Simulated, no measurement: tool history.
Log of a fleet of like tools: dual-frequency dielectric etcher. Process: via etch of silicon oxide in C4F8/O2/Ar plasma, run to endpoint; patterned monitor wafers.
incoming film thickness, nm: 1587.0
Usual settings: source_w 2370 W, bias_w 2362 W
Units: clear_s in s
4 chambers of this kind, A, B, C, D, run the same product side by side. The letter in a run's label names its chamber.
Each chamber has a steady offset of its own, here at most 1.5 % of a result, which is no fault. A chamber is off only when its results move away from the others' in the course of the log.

run 1D hour=3 | source_w=2370 bias_w=2362 | clear_s=281.2
run 2C hour=5.6 | source_w=2370 bias_w=2362 | clear_s=276.67
run 3A hour=9.1 | source_w=2370 bias_w=2362 | clear_s=281.48
run 4B hour=13.5 | source_w=2370 bias_w=2362 | clear_s=282.07
run 5B hour=15.7 | source_w=2370 bias_w=2362 | clear_s=281.02
run 6C hour=19.9 | source_w=2370 bias_w=2362 | clear_s=276.17
run 7D hour=22.5 | source_w=2370 bias_w=2362 | clear_s=279.78
run 8A hour=25.6 | source_w=2370 bias_w=2362 | clear_s=279.91
run 9A hour=29.8 | source_w=2370 bias_w=2362 | clear_s=278.21
run 10C hour=33.4 | source_w=2370 bias_w=2362 | clear_s=280.64
run 11D hour=37.9 | source_w=2370 bias_w=2362 | clear_s=281.45
run 12B hour=40.3 | source_w=2370 bias_w=2362 | clear_s=283.42
run 13B hour=44 | source_w=2370 bias_w=2362 | clear_s=280.58
run 14A hour=47.4 | source_w=2370 bias_w=2362 | clear_s=280.24
run 15C hour=50.1 | source_w=2370 bias_w=2362 | clear_s=271.73
run 16D hour=52.6 | source_w=2370 bias_w=2362 | clear_s=280.09
run 17B hour=57.2 | source_w=2370 bias_w=2362 | clear_s=280.96
run 18A hour=61.1 | source_w=2370 bias_w=2362 | clear_s=281.18
run 19C hour=63.3 | source_w=2370 bias_w=2362 | clear_s=271.47
run 20D hour=66.3 | source_w=2370 bias_w=2748 | clear_s=267.85
run 21D hour=70.7 | source_w=2370 bias_w=2748 | clear_s=266.46
run 22B hour=74.6 | source_w=2370 bias_w=2748 | clear_s=270.29
run 23A hour=77.4 | source_w=2370 bias_w=2748 | clear_s=267.33
run 24C hour=80.6 | source_w=2370 bias_w=2362 | clear_s=268.46
run 25A hour=85.4 | source_w=2370 bias_w=2362 | clear_s=282.99
run 26B hour=89.6 | source_w=2370 bias_w=2362 | clear_s=279.87
run 27D hour=94 | source_w=2370 bias_w=2362 | clear_s=278.1
run 28C hour=96.5 | source_w=2370 bias_w=2362 | clear_s=263.82

What goes on in this fleet: one chamber off, a drifting gauge, or nothing beyond the chambers' own small offsets? Name the chamber and the cause, if any.

Chamber C drifts away from the others.
Cause: etch rate over this chamber's usual, % = 5.38.

Here are 4 candidates for chamber C's next run, each the usual settings with a change, their results left as question marks. Which one brings its results back in line with what the others give on the usual settings?
In line means no further than this from the other chambers' mean on the usual settings: clear_s 7.5 s
run 29C-1 hour=100 | source_w=2370 bias_w=1625 | clear_s=?
run 29C-2 hour=100 | source_w=2790 bias_w=2668 | clear_s=?
run 29C-3 hour=100 | source_w=2140 bias_w=2191 | clear_s=?
run 29C-4 hour=100 | source_w=2600 bias_w=2533 | clear_s=?

The other chambers' mean on the usual settings: clear_s 281.08 s
run=29C-1 clear_s=294.67
run=29C-2 clear_s=239.86
run=29C-3 clear_s=282.54
run=29C-4 clear_s=250.51
29C-3 brings the chamber back in line.

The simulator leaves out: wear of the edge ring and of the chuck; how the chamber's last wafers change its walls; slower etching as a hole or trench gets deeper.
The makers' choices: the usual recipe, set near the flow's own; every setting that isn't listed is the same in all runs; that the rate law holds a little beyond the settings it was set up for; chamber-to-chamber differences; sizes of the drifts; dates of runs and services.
